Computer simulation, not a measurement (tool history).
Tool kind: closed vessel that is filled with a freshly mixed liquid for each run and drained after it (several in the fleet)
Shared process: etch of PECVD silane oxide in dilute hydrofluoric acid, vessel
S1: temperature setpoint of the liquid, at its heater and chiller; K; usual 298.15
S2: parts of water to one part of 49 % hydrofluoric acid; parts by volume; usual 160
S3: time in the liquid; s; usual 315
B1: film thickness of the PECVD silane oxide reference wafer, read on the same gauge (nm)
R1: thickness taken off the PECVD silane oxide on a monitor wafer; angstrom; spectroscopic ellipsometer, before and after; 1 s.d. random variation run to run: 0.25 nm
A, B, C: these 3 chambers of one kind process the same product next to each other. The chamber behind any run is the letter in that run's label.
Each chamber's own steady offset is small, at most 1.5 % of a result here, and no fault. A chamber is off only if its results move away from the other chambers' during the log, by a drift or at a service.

| run | hour | S1 | S2 | S3 | B1 | R1 |
|---|---|---|---|---|---|---|
| 1A | 6.8 | 298.15 | 160 | 315 | 89.984 | 569.12 |
| 2C | 11.4 | 298.15 | 160 | 315 | 89.992 | 566.27 |
| 3B | 15.1 | 298.15 | 160 | 315 | 89.976 | 577.27 |
| 4A | 19.4 | 298.15 | 160 | 315 | 89.989 | 569.37 |
| 5C | 26.3 | 298.15 | 225 | 315 | 90.016 | 372.04 |
| 6B | 30.5 | 298.15 | 225 | 315 | 89.999 | 383.86 |
| 7C | 36.6 | 298.15 | 225 | 315 | 89.994 | 371.84 |
| 8B | 41.8 | 298.15 | 160 | 315 | 89.985 | 574.5 |
| 9A | 45.9 | 298.15 | 160 | 315 | 90.016 | 573.66 |
| 10A | 49.8 | 299.65 | 230 | 315 | 90.005 | 390.6 |
| 11B | 54.5 | 299.65 | 230 | 315 | 90.003 | 395.96 |
| 12C | 58.4 | 299.65 | 230 | 315 | 90.001 | 380.94 |
| 13B | 63.5 | 298.15 | 160 | 315 | 90.01 | 573.29 |
| 14C | 66.7 | 298.15 | 160 | 460 | 89.992 | 823.5 |
| 15A | 70.8 | 298.15 | 160 | 460 | 90.009 | 838.25 |
| 16B | 76.8 | 298.15 | 160 | 460 | 89.997 | 837.15 |
| 17C | 80 | 298.15 | 160 | 315 | 90.01 | 562.46 |
| 18A | 84.4 | 298.15 | 160 | 315 | 90.002 | 579.69 |
| 19A | 91.3 | 298.15 | 160 | 315 | 90.009 | 577.43 |
| 20C | 97.3 | 298.15 | 160 | 315 | 90.004 | 563.88 |
| 21B | 101.1 | 298.15 | 160 | 315 | 90 | 579.24 |
| 22A | 104.7 | 298.15 | 160 | 315 | 89.998 | 583.46 |

Predict what each chamber gives when all 3 of them run the settings below next.
| 23A | 109.9 | 298.15 | 160 | 315 |  | ? |
| 23B | 109.9 | 298.15 | 160 | 315 |  | ? |
| 23C | 109.9 | 298.15 | 160 | 315 |  | ? |

| run | R1 |
|---|---|
| 23A | 581.34 |
| 23B | 579.34 |
| 23C | 564.39 |
